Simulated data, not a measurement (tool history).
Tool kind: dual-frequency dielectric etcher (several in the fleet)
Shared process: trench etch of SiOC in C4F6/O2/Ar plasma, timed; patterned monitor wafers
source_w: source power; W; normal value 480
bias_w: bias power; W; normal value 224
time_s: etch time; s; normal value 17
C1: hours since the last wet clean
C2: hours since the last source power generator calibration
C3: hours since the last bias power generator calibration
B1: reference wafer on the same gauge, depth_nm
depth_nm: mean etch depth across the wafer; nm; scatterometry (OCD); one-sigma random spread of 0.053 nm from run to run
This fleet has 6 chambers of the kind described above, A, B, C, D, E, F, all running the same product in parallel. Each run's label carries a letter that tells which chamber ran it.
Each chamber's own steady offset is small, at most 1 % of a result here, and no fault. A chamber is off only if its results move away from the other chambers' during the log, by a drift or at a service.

Run 1A, hour 5.7: usual settings; C1 615.8; C2 598.3; C3 2342.5; B1 46.682. Result: depth_nm 40.825 nm.
Run 2E, hour 15.4: usual settings; C1 363.2; C2 1552.6; C3 926.9; B1 46.686. Result: depth_nm 40.247 nm.
At hour 15.6: chamber A: wet clean of the chamber.
Run 3C, hour 22.4: usual settings; C1 303.5; C2 617.4; C3 354; B1 46.703. Result: depth_nm 40.675 nm.
Run 4D, hour 32.9: usual settings; C1 182.4; C2 2222.6; C3 78.1; B1 46.685. Result: depth_nm 40.607 nm.
Run 5B, hour 44.3: usual settings; C1 345.3; C2 1712.9; C3 2274.2; B1 46.651. Result: depth_nm 40.622 nm.
Run 6F, hour 54.4: usual settings; C1 92.3; C2 787.4; C3 191.9; B1 46.649. Result: depth_nm 40.61 nm.
Run 7A, hour 61.9: usual settings; C1 46.4; C2 654.5; C3 2398.7; B1 46.659. Result: depth_nm 40.656 nm.
Run 8B, hour 69.2: usual settings; C1 370.2; C2 1737.8; C3 2299.1; B1 46.649. Result: depth_nm 40.614 nm.
Run 9E, hour 77.7: usual settings; C1 425.5; C2 1614.9; C3 989.2; B1 46.646. Result: depth_nm 40.2 nm.
Run 10D, hour 89.3: usual settings; C1 238.8; C2 2279; C3 134.5; B1 46.65. Result: depth_nm 40.411 nm.
Run 11C, hour 99.8: usual settings; C1 380.9; C2 694.8; C3 431.4; B1 46.635. Result: depth_nm 40.628 nm.
Run 12F, hour 109.1: usual settings; C1 147; C2 842.1; C3 246.6; B1 46.634. Result: depth_nm 40.635 nm.
Run 13E, hour 115.9: usual settings; C1 463.7; C2 1653.1; C3 1027.4; B1 46.612. Result: depth_nm 40.185 nm.
At hour 116.1: chamber B: wet clean of the chamber.
At hour 118.6: chamber C: wet clean of the chamber.
Run 14C, hour 121.7: usual settings; C1 3.2; C2 716.7; C3 453.3; B1 46.615. Result: depth_nm 40.612 nm.
Run 15D, hour 132.5: usual settings; C1 282; C2 2322.2; C3 177.7; B1 46.602. Result: depth_nm 40.464 nm.
At hour 136.1: chamber D: source power generator calibrated.
Run 16A, hour 144.6: usual settings; C1 129.1; C2 737.2; C3 2481.4; B1 46.608. Result: depth_nm 40.599 nm.
Run 17F, hour 156.1: usual settings but source_w 540 W, bias_w 200 W; C1 194; C2 889.1; C3 293.6; B1 46.596. Result: depth_nm 41.012 nm.
Run 18B, hour 164: usual settings but source_w 540 W, bias_w 200 W; C1 48; C2 1832.6; C3 2393.9; B1 46.59. Result: depth_nm 40.905 nm.
Run 19A, hour 173.4: usual settings but source_w 540 W, bias_w 200 W; C1 157.9; C2 766; C3 2510.2; B1 46.598. Result: depth_nm 41.041 nm.
Run 20E, hour 184.5: usual settings but source_w 540 W, bias_w 200 W; C1 532.3; C2 1721.7; C3 1096; B1 46.563. Result: depth_nm 40.486 nm.
Run 21B, hour 190.1: usual settings but source_w 540 W, bias_w 200 W; C1 74.1; C2 1858.7; C3 2420; B1 46.56. Result: depth_nm 40.897 nm.
Run 22F, hour 200.1: usual settings but source_w 540 W, bias_w 200 W; C1 238; C2 933.1; C3 337.6; B1 46.564. Result: depth_nm 40.917 nm.
Run 23D, hour 212.9: usual settings; C1 362.4; C2 76.8; C3 258.1; B1 46.548. Result: depth_nm 40.515 nm.
Run 24C, hour 219.1: usual settings but time_s 15.5 s; C1 100.6; C2 814.1; C3 550.7; B1 46.544. Result: depth_nm 37.03 nm.
Run 25F, hour 227.1: usual settings but time_s 15.5 s; C1 265; C2 960.1; C3 364.6; B1 46.515. Result: depth_nm 36.943 nm.
Run 26D, hour 236.7: usual settings but time_s 15.5 s; C1 386.2; C2 100.6; C3 281.9; B1 46.534. Result: depth_nm 36.862 nm.
Run 27C, hour 244.1: usual settings but time_s 15.5 s; C1 125.6; C2 839.1; C3 575.7; B1 46.533. Result: depth_nm 37.054 nm.
At hour 248.9: chamber E: wet clean of the chamber.
Run 28B, hour 256.8: usual settings but time_s 15.5 s; C1 140.8; C2 1925.4; C3 2486.7; B1 46.514. Result: depth_nm 36.863 nm.
Run 29E, hour 267.1: usual settings but time_s 15.5 s; C1 18.3; C2 1804.3; C3 1178.6; B1 46.493. Result: depth_nm 36.58 nm.
Run 30A, hour 279.1: usual settings; C1 263.6; C2 871.7; C3 2615.9; B1 46.488. Result: depth_nm 40.478 nm.
Run 31D, hour 289.6: usual settings; C1 439.1; C2 153.5; C3 334.8; B1 46.503. Result: depth_nm 40.341 nm.
Run 32F, hour 295.6: usual settings; C1 333.5; C2 1028.6; C3 433.1; B1 46.491. Result: depth_nm 40.464 nm.
Run 33E, hour 308.1: usual settings; C1 59.3; C2 1845.3; C3 1219.6; B1 46.493. Result: depth_nm 40.083 nm.
Run 34B, hour 317.3: usual settings; C1 201.3; C2 1985.9; C3 2547.2; B1 46.481. Result: depth_nm 40.483 nm.
Run 35A, hour 326.4: usual settings; C1 310.9; C2 919; C3 2663.2; B1 46.457. Result: depth_nm 40.462 nm.
Run 36C, hour 337.5: usual settings; C1 219; C2 932.5; C3 669.1; B1 46.448. Result: depth_nm 40.42 nm.
Run 37F, hour 343.9: usual settings; C1 381.8; C2 1076.9; C3 481.4; B1 46.449. Result: depth_nm 40.555 nm.

Each of the 6 chambers runs these same settings next. Fill in every chamber's results:
Run 38A, hour 353.1: usual settings. Result: depth_nm ?.
Run 38B, hour 353.1: usual settings. Result: depth_nm ?.
Run 38C, hour 353.1: usual settings. Result: depth_nm ?.
Run 38D, hour 353.1: usual settings. Result: depth_nm ?.
Run 38E, hour 353.1: usual settings. Result: depth_nm ?.
Run 38F, hour 353.1: usual settings. Result: depth_nm ?.

run  depth_nm
38A    40.489
38B     40.47
38C    40.492
38D    40.333
38E    40.095
38F    40.506
